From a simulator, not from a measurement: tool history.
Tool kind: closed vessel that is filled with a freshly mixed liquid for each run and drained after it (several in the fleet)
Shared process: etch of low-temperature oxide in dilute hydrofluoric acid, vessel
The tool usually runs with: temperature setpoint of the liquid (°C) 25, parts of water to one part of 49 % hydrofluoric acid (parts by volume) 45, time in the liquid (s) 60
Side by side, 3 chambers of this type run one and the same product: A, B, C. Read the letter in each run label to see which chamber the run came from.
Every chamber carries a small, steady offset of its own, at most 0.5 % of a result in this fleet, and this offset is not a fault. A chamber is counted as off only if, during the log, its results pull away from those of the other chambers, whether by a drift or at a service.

run   hour  temperature setpoint of the liquid (°C)  parts of water to one part of 49 % hydrofluoric acid (parts by volume)  time in the liquid (s)  hours since the thermometer was replaced  hours since the hydrofluoric acid flow meter was replaced  read-back film thickness of the low-temperature oxide reference wafer, read on the same gauge (nm)  thickness taken off the low-temperature oxide on a monitor wafer (angstrom)
 1A    9.6                                       25                                                                      45                      60                                    1325.9                                                       30.3                                                                                              119.97                                                                       158.99
 2C   20.7                                       25                                                                      45                      60                                    2228.1                                                      330.9                                                                                              120.05                                                                       157.58
 3B   32.3                                       25                                                                      45                      60                                     954.1                                                      330.5                                                                                              119.96                                                                       159.03
 4B   40.1                                       25                                                                      45                      60                                     961.9                                                      338.3                                                                                              119.99                                                                       158.08
 5A   48.6                                       23                                                                      45                      35                                    1364.9                                                       69.3                                                                                              120.01                                                                       85.823
 6C   58.7                                       23                                                                      45                      35                                    2266.1                                                      368.9                                                                                              119.96                                                                       84.682
 7B   66.6                                       23                                                                      45                      35                                     988.4                                                      364.8                                                                                                 120                                                                       85.893
 8C   76.7                                       25                                                                      45                      60                                    2284.1                                                      386.9                                                                                              120.02                                                                       162.46
 9A   84.5                                       25                                                                      45                      60                                    1400.8                                                      105.2                                                                                              119.99                                                                       157.83
10A   95.3                                       25                                                                      45                      60                                    1411.6                                                        116                                                                                              120.01                                                                       160.57
11B  105.3                                       25                                                                      45                      60                                    1027.1                                                      403.5                                                                                              119.96                                                                       157.53
12C  110.7                                       25                                                                      45                      60                                    2318.1                                                      420.9                                                                                              119.93                                                                       160.01
13C  121.6                                       25                                                                      45                      60                                      2329                                                      431.8                                                                                              119.93                                                                       159.57
14B  128.5                                       25                                                                      45                      60                                    1050.3                                                      426.7                                                                                              120.04                                                                       158.96
15A  133.9                                       25                                                                      45                      80                                    1450.2                                                      154.6                                                                                              120.01                                                                       213.07
16A  142.8                                       25                                                                      45                      80                                    1459.1                                                      163.5                                                                                              120.03                                                                       208.43
17C  153.8                                       25                                                                      45                      80                                    2361.2                                                        464                                                                                              120.01                                                                       212.54
18B  165.8                                       25                                                                      45                      60                                    1087.6                                                        464                                                                                              120.03                                                                       156.38
19B  172.7                                     23.5                                                                      45                      85                                    1094.5                                                      470.9                                                                                                 120                                                                       209.17
20A  178.3                                     23.5                                                                      45                      85                                    1494.6                                                        199                                                                                              120.02                                                                       209.92
21C    185                                     23.5                                                                      45                      85                                    2392.4                                                      495.2                                                                                              119.96                                                                       212.28
22A  192.3                                     21.5                                                                      45                      70                                    1508.6                                                        213                                                                                              120.03                                                                       162.75
23C  199.9                                     21.5                                                                      45                      70                                    2407.3                                                      510.1                                                                                              119.97                                                                       161.75
24B  211.8                                     21.5                                                                      45                      70                                    1133.6                                                        510                                                                                                 120                                                                       159.58
25B  218.4                                       25                                                                      45                      60                                    1140.2                                                      516.6                                                                                              120.02                                                                        158.7
26C  225.3                                       25                                                                      45                      60                                    2432.7                                                      535.5                                                                                              120.01                                                                       159.02
27A  235.6                                       25                                                                      45                      70                                    1551.9                                                      256.3                                                                                              120.01                                                                        183.2
28C  243.6                                       25                                                                      45                      70                                      2451                                                      553.8                                                                                                 120                                                                       184.82
29B  253.9                                       25                                                                      45                      70                                    1175.7                                                      552.1                                                                                              119.99                                                                       186.28
30A  259.5                                       25                                                                      45                      60                                    1575.8                                                      280.2                                                                                              119.98                                                                       157.93

Is one chamber off against the others, does the gauge drift, or is nothing wrong? If a chamber is off, say which, and what the likeliest cause is.

Nothing is wrong: each chamber keeps only its own small, steady offset and the gauge holds still.
